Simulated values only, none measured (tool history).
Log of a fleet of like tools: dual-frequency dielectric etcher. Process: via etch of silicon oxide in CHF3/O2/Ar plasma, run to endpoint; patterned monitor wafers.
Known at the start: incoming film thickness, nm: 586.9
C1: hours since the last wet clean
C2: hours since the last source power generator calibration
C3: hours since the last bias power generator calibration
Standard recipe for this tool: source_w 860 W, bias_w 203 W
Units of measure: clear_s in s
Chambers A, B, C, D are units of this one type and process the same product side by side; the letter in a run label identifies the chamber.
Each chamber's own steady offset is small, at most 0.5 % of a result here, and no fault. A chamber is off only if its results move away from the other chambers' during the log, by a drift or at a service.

{"run": "1B", "hour": 5.6, "source_w": 860, "bias_w": 203, "C1": 114.7, "C2": 845.1, "C3": 2320.0, "clear_s": 250.86}
{"hour": 7.8, "done": "chamber A: source power generator calibrated"}
{"run": "2C", "hour": 10.8, "source_w": 860, "bias_w": 203, "C1": 391.1, "C2": 1343.4, "C3": 50.2, "clear_s": 244.87}
{"run": "3A", "hour": 16.9, "source_w": 860, "bias_w": 203, "C1": 457.9, "C2": 9.2, "C3": 1203.0, "clear_s": 248.7}
{"run": "4D", "hour": 23.2, "source_w": 860, "bias_w": 203, "C1": 162.9, "C2": 2035.2, "C3": 264.5, "clear_s": 244.13}
{"run": "5A", "hour": 28.5, "source_w": 860, "bias_w": 203, "C1": 469.5, "C2": 20.8, "C3": 1214.6, "clear_s": 249.39}
{"run": "6D", "hour": 32.3, "source_w": 860, "bias_w": 203, "C1": 172.0, "C2": 2044.3, "C3": 273.6, "clear_s": 249.19}
{"hour": 32.4, "done": "chamber A: wet clean of the chamber"}
{"run": "7C", "hour": 37.9, "source_w": 1070, "bias_w": 154, "C1": 418.2, "C2": 1370.5, "C3": 77.3, "clear_s": 247.5}
{"run": "8B", "hour": 42.3, "source_w": 1070, "bias_w": 154, "C1": 151.4, "C2": 881.8, "C3": 2356.7, "clear_s": 249.51}
{"run": "9D", "hour": 48.6, "source_w": 1070, "bias_w": 154, "C1": 188.3, "C2": 2060.6, "C3": 289.9, "clear_s": 249.81}
{"run": "10C", "hour": 52.0, "source_w": 1070, "bias_w": 154, "C1": 432.3, "C2": 1384.6, "C3": 91.4, "clear_s": 250.39}
{"run": "11A", "hour": 58.2, "source_w": 970, "bias_w": 203, "C1": 25.9, "C2": 50.5, "C3": 1244.3, "clear_s": 236.85}
{"run": "12B", "hour": 63.2, "source_w": 970, "bias_w": 203, "C1": 172.3, "C2": 902.7, "C3": 2377.6, "clear_s": 240.64}
{"run": "13B", "hour": 68.1, "source_w": 970, "bias_w": 203, "C1": 177.2, "C2": 907.6, "C3": 2382.5, "clear_s": 237.0}
{"run": "14A", "hour": 72.8, "source_w": 970, "bias_w": 203, "C1": 40.5, "C2": 65.1, "C3": 1258.9, "clear_s": 236.58}
{"run": "15D", "hour": 75.8, "source_w": 860, "bias_w": 203, "C1": 215.5, "C2": 2087.8, "C3": 317.1, "clear_s": 247.27}
{"run": "16C", "hour": 82.0, "source_w": 860, "bias_w": 203, "C1": 462.3, "C2": 1414.6, "C3": 121.4, "clear_s": 247.39}
{"hour": 85.2, "done": "chamber B: bias power generator calibrated"}
{"run": "17C", "hour": 86.4, "source_w": 860, "bias_w": 203, "C1": 466.7, "C2": 1419.0, "C3": 125.8, "clear_s": 246.2}
{"run": "18D", "hour": 90.4, "source_w": 860, "bias_w": 203, "C1": 230.1, "C2": 2102.4, "C3": 331.7, "clear_s": 244.6}
{"run": "19B", "hour": 94.3, "source_w": 860, "bias_w": 203, "C1": 203.4, "C2": 933.8, "C3": 9.2, "clear_s": 247.64}
{"run": "20A", "hour": 97.2, "source_w": 860, "bias_w": 203, "C1": 64.9, "C2": 89.5, "C3": 1283.3, "clear_s": 252.28}
{"run": "21C", "hour": 102.6, "source_w": 770, "bias_w": 203, "C1": 482.9, "C2": 1435.2, "C3": 142.0, "clear_s": 260.63}
{"run": "22D", "hour": 108.7, "source_w": 770, "bias_w": 203, "C1": 248.4, "C2": 2120.7, "C3": 350.0, "clear_s": 261.11}
{"run": "23B", "hour": 111.8, "source_w": 770, "bias_w": 203, "C1": 220.9, "C2": 951.3, "C3": 26.7, "clear_s": 261.42}
{"run": "24A", "hour": 115.0, "source_w": 770, "bias_w": 203, "C1": 82.7, "C2": 107.3, "C3": 1301.1, "clear_s": 260.65}
{"run": "25D", "hour": 118.9, "source_w": 860, "bias_w": 203, "C1": 258.6, "C2": 2130.9, "C3": 360.2, "clear_s": 246.24}
{"run": "26B", "hour": 122.7, "source_w": 760, "bias_w": 236, "C1": 231.8, "C2": 962.2, "C3": 37.6, "clear_s": 245.14}
{"run": "27C", "hour": 127.9, "source_w": 760, "bias_w": 236, "C1": 508.2, "C2": 1460.5, "C3": 167.3, "clear_s": 247.35}
{"run": "28A", "hour": 133.9, "source_w": 760, "bias_w": 236, "C1": 101.6, "C2": 126.2, "C3": 1320.0, "clear_s": 247.53}
{"run": "29B", "hour": 137.1, "source_w": 760, "bias_w": 236, "C1": 246.2, "C2": 976.6, "C3": 52.0, "clear_s": 246.32}
{"run": "30C", "hour": 143.5, "source_w": 860, "bias_w": 203, "C1": 523.8, "C2": 1476.1, "C3": 182.9, "clear_s": 248.78}
{"run": "31A", "hour": 147.0, "source_w": 860, "bias_w": 203, "C1": 114.7, "C2": 139.3, "C3": 1333.1, "clear_s": 253.94}
{"run": "32D", "hour": 150.6, "source_w": 860, "bias_w": 203, "C1": 290.3, "C2": 2162.6, "C3": 391.9, "clear_s": 246.47}
{"run": "33A", "hour": 154.4, "source_w": 1040, "bias_w": 220, "C1": 122.1, "C2": 146.7, "C3": 1340.5, "clear_s": 223.73}
{"run": "34C", "hour": 157.2, "source_w": 1040, "bias_w": 220, "C1": 537.5, "C2": 1489.8, "C3": 196.6, "clear_s": 223.63}

Read the log: is a single chamber off, either drifting away or since a service, is the gauge that measures every chamber drifting, or is nothing wrong beyond small per-chamber offsets? Name any odd chamber and what most likely caused it.

All chambers stay in line apart from their small fixed offsets, and the gauge does not drift.
